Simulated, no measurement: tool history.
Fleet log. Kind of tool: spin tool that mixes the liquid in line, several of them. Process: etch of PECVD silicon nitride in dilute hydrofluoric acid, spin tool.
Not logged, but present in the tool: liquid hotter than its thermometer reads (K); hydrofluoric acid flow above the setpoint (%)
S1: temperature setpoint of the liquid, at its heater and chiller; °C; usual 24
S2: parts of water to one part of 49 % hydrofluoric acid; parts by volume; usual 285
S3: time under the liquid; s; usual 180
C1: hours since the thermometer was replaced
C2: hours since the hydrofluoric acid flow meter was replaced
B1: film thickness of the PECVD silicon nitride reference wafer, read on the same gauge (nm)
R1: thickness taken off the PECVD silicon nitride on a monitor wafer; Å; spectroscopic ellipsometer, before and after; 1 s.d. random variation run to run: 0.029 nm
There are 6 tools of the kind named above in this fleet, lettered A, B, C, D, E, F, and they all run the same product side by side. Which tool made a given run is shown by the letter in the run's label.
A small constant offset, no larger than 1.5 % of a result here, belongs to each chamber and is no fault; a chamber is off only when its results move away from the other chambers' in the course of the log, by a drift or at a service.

run,hour,S1,S2,S3,C1,C2,B1,R1
1F,6.4,24,285,180,1305,1518,150.01,26.918
2C,13.2,24,285,180,713.5,1768.3,150.01,26.531
3D,19.9,24,285,180,356.6,1034.8,149.99,26.777
4E,24.8,24,285,180,856.2,38.4,149.99,26.673
5A,32.2,24,285,180,203.1,815.9,150,27.056
6B,37,24,285,180,586.8,757.8,150.01,25.952
7F,40.4,24,285,180,1339,1552,149.98,27.122
8D,44.5,24,285,180,381.2,1059.4,150,27.019
9A,51,24,285,180,221.9,834.7,150.01,27.206
10B,57.7,24,285,180,607.5,778.5,149.99,27.135
11C,63.6,28,225,180,763.9,1818.7,150.02,43.727
12E,70.2,28,225,180,901.6,83.8,150.01,42.955
13B,75.3,28,225,180,625.1,796.1,149.98,42.488
14E,79.5,28,225,180,910.9,93.1,150.01,42.955
15F,83.8,28,225,180,1382.4,1595.4,150.01,43.864
16A,88.9,28,225,180,259.8,872.6,150,44.091
17D,92.3,24,340,180,429,1107.2,149.99,22.381
18C,97.6,24,340,180,797.9,1852.7,150.01,22.58
19B,102.9,24,340,180,652.7,823.7,150,22.816
20F,106.9,24,340,180,1405.5,1618.5,150.02,22.994
21C,114.1,24,340,180,814.4,1869.2,150,22.588
22D,121.8,24,340,180,458.5,1136.7,149.99,22.277
23A,128.9,24,285,180,299.8,912.6,149.99,27.338
24E,135.5,24,285,180,966.9,149.1,150.01,26.481
25D,140.5,24,285,180,477.2,1155.4,149.99,26.238
26B,147.8,24,285,180,697.6,868.6,149.99,27.474
27F,152.5,24,285,180,1451.1,1664.1,150,27.196
28E,155.9,24,285,180,987.3,169.5,150,26.473
29A,160.2,20.5,285,180,331.1,943.9,149.99,21.693
30C,167.4,20.5,285,180,867.7,1922.5,149.98,21.91
31C,172.8,20.5,285,180,873.1,1927.9,149.99,21.47
32D,178.9,20.5,285,180,515.6,1193.8,150,21.655
# hour 183.1: chamber C: hydrofluoric acid flow meter replaced
33B,184.7,20.5,285,180,734.5,905.5,150.02,23.061
34A,190.4,20.5,285,180,361.3,974.1,149.99,21.152
35F,194.9,24,285,180,1493.5,1706.5,150,27.448
36E,198.6,24,285,180,1030,212.2,150.01,26.529
37E,205.3,24,285,180,1036.7,218.9,150.01,26.706
38B,209.2,24,285,180,759,930,149.99,28.655
39F,213.9,24,285,180,1512.5,1725.5,150.02,27.321
40C,219.4,24,285,180,919.7,36.4,150,26.772
41D,224.8,24,285,180,561.5,1239.7,149.99,26.671

All chambers now run identical settings, listed one chamber a line with results as question marks. What results will each chamber show?
42A,230.3,24,285,180,,,,?
42B,230.3,24,285,180,,,,?
42C,230.3,24,285,180,,,,?
42D,230.3,24,285,180,,,,?
42E,230.3,24,285,180,,,,?
42F,230.3,24,285,180,,,,?

run,R1
42A,27.393
42B,28.567
42C,26.979
42D,26.721
42E,26.787
42F,26.898
